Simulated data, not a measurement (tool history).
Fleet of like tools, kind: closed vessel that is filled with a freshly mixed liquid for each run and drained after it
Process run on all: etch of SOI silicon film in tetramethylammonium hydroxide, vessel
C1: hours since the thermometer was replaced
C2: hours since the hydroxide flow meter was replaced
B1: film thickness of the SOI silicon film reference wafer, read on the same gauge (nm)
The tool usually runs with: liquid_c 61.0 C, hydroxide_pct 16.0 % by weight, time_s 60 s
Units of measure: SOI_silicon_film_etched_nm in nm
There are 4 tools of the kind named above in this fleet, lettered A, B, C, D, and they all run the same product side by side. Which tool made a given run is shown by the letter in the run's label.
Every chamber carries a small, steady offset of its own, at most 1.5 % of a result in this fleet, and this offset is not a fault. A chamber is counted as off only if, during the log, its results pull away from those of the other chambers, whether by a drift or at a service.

Run 1D, day 0.250: usual settings; C1 428.8; C2 1333.3; B1 70.008. Result: SOI_silicon_film_etched_nm 207.86 nm.
Run 2C, day 0.533: usual settings; C1 1698.9; C2 54.4; B1 69.979. Result: SOI_silicon_film_etched_nm 207.79 nm.
Run 3B, day 0.758: usual settings; C1 488.2; C2 2388.0; B1 69.992. Result: SOI_silicon_film_etched_nm 210.64 nm.
Run 4A, day 1.150: usual settings; C1 879.0; C2 818.1; B1 69.998. Result: SOI_silicon_film_etched_nm 206.99 nm.
Run 5B, day 1.508: usual settings; C1 506.2; C2 2406.0; B1 70.006. Result: SOI_silicon_film_etched_nm 212.06 nm.
Run 6A, day 1.867: usual settings; C1 896.2; C2 835.3; B1 70.006. Result: SOI_silicon_film_etched_nm 211.78 nm.
Run 7C, day 2.162: usual settings but liquid_c 56.5 C, hydroxide_pct 11.5 % by weight; C1 1738.0; C2 93.5; B1 69.975. Result: SOI_silicon_film_etched_nm 185.27 nm.
Run 8D, day 2.400: usual settings but liquid_c 56.5 C, hydroxide_pct 11.5 % by weight; C1 480.4; C2 1384.9; B1 69.982. Result: SOI_silicon_film_etched_nm 176.77 nm.
Run 9A, day 2.588: usual settings but liquid_c 56.5 C, hydroxide_pct 11.5 % by weight; C1 913.5; C2 852.6; B1 69.981. Result: SOI_silicon_film_etched_nm 183.21 nm.
At day 2.858: chamber B: hydroxide flow meter replaced.
Run 10D, day 2.967: usual settings but liquid_c 56.5 C, hydroxide_pct 11.5 % by weight; C1 494.0; C2 1398.5; B1 69.998. Result: SOI_silicon_film_etched_nm 178.02 nm.
Run 11B, day 3.204: usual settings; C1 546.9; C2 8.4; B1 69.970. Result: SOI_silicon_film_etched_nm 214.12 nm.
Run 12C, day 3.500: usual settings; C1 1770.1; C2 125.6; B1 70.018. Result: SOI_silicon_film_etched_nm 210.21 nm.
Run 13B, day 3.725: usual settings but hydroxide_pct 12.5 % by weight, time_s 30 s; C1 559.4; C2 20.9; B1 69.980. Result: SOI_silicon_film_etched_nm 117.77 nm.
Run 14C, day 4.071: usual settings but hydroxide_pct 12.5 % by weight, time_s 30 s; C1 1783.8; C2 139.3; B1 70.006. Result: SOI_silicon_film_etched_nm 119.17 nm.
Run 15A, day 4.425: usual settings but hydroxide_pct 12.5 % by weight, time_s 30 s; C1 957.6; C2 896.7; B1 69.990. Result: SOI_silicon_film_etched_nm 117.03 nm.
Run 16D, day 4.633: usual settings but hydroxide_pct 12.5 % by weight, time_s 30 s; C1 534.0; C2 1438.5; B1 69.980. Result: SOI_silicon_film_etched_nm 113.48 nm.
Run 17C, day 5.033: usual settings; C1 1806.9; C2 162.4; B1 70.047. Result: SOI_silicon_film_etched_nm 207.64 nm.
Run 18B, day 5.338: usual settings; C1 598.1; C2 59.6; B1 69.989. Result: SOI_silicon_film_etched_nm 210.32 nm.
Run 19D, day 5.604: usual settings; C1 557.3; C2 1461.8; B1 70.041. Result: SOI_silicon_film_etched_nm 199.06 nm.
Run 20A, day 5.883: usual settings; C1 992.6; C2 931.7; B1 70.018. Result: SOI_silicon_film_etched_nm 207.21 nm.
Run 21D, day 6.150: usual settings but hydroxide_pct 13.0 % by weight, time_s 85 s; C1 570.4; C2 1474.9; B1 69.990. Result: SOI_silicon_film_etched_nm 302.56 nm.
Run 22B, day 6.525: usual settings but hydroxide_pct 13.0 % by weight, time_s 85 s; C1 626.6; C2 88.1; B1 69.992. Result: SOI_silicon_film_etched_nm 328.22 nm.
Run 23A, day 6.767: usual settings but hydroxide_pct 13.0 % by weight, time_s 85 s; C1 1013.8; C2 952.9; B1 70.012. Result: SOI_silicon_film_etched_nm 325.31 nm.
Run 24C, day 7.058: usual settings but hydroxide_pct 13.0 % by weight, time_s 85 s; C1 1855.5; C2 211.0; B1 70.006. Result: SOI_silicon_film_etched_nm 320.05 nm.
Run 25B, day 7.350: usual settings; C1 646.4; C2 107.9; B1 69.964. Result: SOI_silicon_film_etched_nm 212.71 nm.

Which is it: a chamber that has drifted or been left off by a service, a gauge drift common to all chambers, or only each chamber's usual small offset? If a chamber is off, name it and its likeliest cause.

Little by little, chamber D moves away from the other chambers.
What lies behind it: liquid colder than its thermometer reads (K) = 1.56.

Below are 4 candidate recipes for chamber D's next run, each the usual settings with a change, their results shown as question marks. Which of them brings D's results back in line with what the other chambers give on the usual settings?
Maximum distance from the other chambers' mean on the usual settings for a result to count as in line: SOI_silicon_film_etched_nm 6.90 nm
Run 26D-1, day 7.662: usual settings but hydroxide_pct 10.0 % by weight. Result: SOI_silicon_film_etched_nm ?.
Run 26D-2, day 7.662: usual settings but liquid_c 61.5 C, time_s 65 s. Result: SOI_silicon_film_etched_nm ?.
Run 26D-3, day 7.662: usual settings but liquid_c 59.5 C, hydroxide_pct 16.5 % by weight. Result: SOI_silicon_film_etched_nm ?.
Run 26D-4, day 7.662: usual settings but time_s 50 s. Result: SOI_silicon_film_etched_nm ?.

What the other chambers average on the usual settings: SOI_silicon_film_etched_nm 210.20 nm
  run  SOI_silicon_film_etched_nm
26D-1                      228.78
26D-2                      210.78
26D-3                      169.43
26D-4                      157.02
Change 26D-2 lands the chamber within the allowed miss of the other chambers.

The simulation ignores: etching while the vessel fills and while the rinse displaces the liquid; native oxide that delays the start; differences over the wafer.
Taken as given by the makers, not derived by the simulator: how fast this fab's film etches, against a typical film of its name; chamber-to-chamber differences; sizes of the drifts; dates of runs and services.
